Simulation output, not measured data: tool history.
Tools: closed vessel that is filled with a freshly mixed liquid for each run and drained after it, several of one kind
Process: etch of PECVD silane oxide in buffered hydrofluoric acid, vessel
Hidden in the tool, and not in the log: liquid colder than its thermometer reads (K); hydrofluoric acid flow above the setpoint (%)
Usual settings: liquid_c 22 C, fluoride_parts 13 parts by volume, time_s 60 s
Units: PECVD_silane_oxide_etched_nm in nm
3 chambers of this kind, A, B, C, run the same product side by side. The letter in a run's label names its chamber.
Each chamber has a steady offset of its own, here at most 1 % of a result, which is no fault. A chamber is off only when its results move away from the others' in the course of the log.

run,hour,liquid_c,fluoride_parts,time_s,hours since the thermometer was replaced,hours since the hydrofluoric acid flow meter was replaced,"read-back film thickness of the PECVD silane oxide reference wafer, read on the same gauge (nm)",PECVD_silane_oxide_etched_nm
1A,11.2,22,13,60,605.1,419.1,49.927,77.954
2C,16.5,22,13,60,1587.6,159.7,50.026,78.863
3B,27.0,22,13,60,270.9,90.0,49.991,78.781
4B,35.5,22,13,60,279.4,98.5,50.006,78.191
5C,45.2,22,13,60,1616.3,188.4,49.998,79.334
6A,54.8,22,13,60,648.7,462.7,50.008,78.457
7C,63.6,22,11,60,1634.7,206.8,49.991,93.396
8B,69.0,22,11,60,312.9,132.0,49.989,89.340
9A,74.3,22,11,60,668.2,482.2,50.033,93.680
10B,84.6,22,13,60,328.5,147.6,50.023,76.209
11C,92.6,22,13,60,1663.7,235.8,49.994,79.766
12A,103.7,22,13,60,697.6,511.6,50.005,78.868
13B,112.3,22,13,60,356.2,175.3,50.035,75.207
14C,121.5,22,13,60,1692.6,264.7,50.063,79.234
15A,127.4,22,13,60,721.3,535.3,49.953,77.738
16C,132.9,22,13,60,1704.0,276.1,50.007,78.250
17A,141.4,22,13,60,735.3,549.3,50.002,78.483
18B,149.5,22,13,60,393.4,212.5,50.003,73.820
19C,155.1,22,13,60,1726.2,298.3,49.968,78.820
20B,165.9,22,13,60,409.8,228.9,49.973,72.696

Is one chamber off against the others, does the gauge drift, or is nothing wrong? If a chamber is off, say which, and what the likeliest cause is.

Chamber B drifts away from the others.
Cause: liquid colder than its thermometer reads (K) = 1.37.
The log may not tell that from: hydrofluoric acid flow below the setpoint (%).

Here are 4 candidates for chamber B's next run, each the usual settings with a change, their results left as question marks. Which one brings its results back in line with what the others give on the usual settings?
In line means no further than this from the other chambers' mean on the usual settings: PECVD_silane_oxide_etched_nm 1.900 nm
21B-1,174.3,22.0,13.0,55,,,,?
21B-2,174.3,23.5,13.0,60,,,,?
21B-3,174.3,22.0,12.5,60,,,,?
21B-4,174.3,22.0,13.5,60,,,,?

The other chambers' mean on the usual settings: PECVD_silane_oxide_etched_nm 78.990 nm
run,PECVD_silane_oxide_etched_nm
21B-1,65.864
21B-2,78.006
21B-3,74.631
21B-4,69.271
21B-2 brings the chamber back in line.

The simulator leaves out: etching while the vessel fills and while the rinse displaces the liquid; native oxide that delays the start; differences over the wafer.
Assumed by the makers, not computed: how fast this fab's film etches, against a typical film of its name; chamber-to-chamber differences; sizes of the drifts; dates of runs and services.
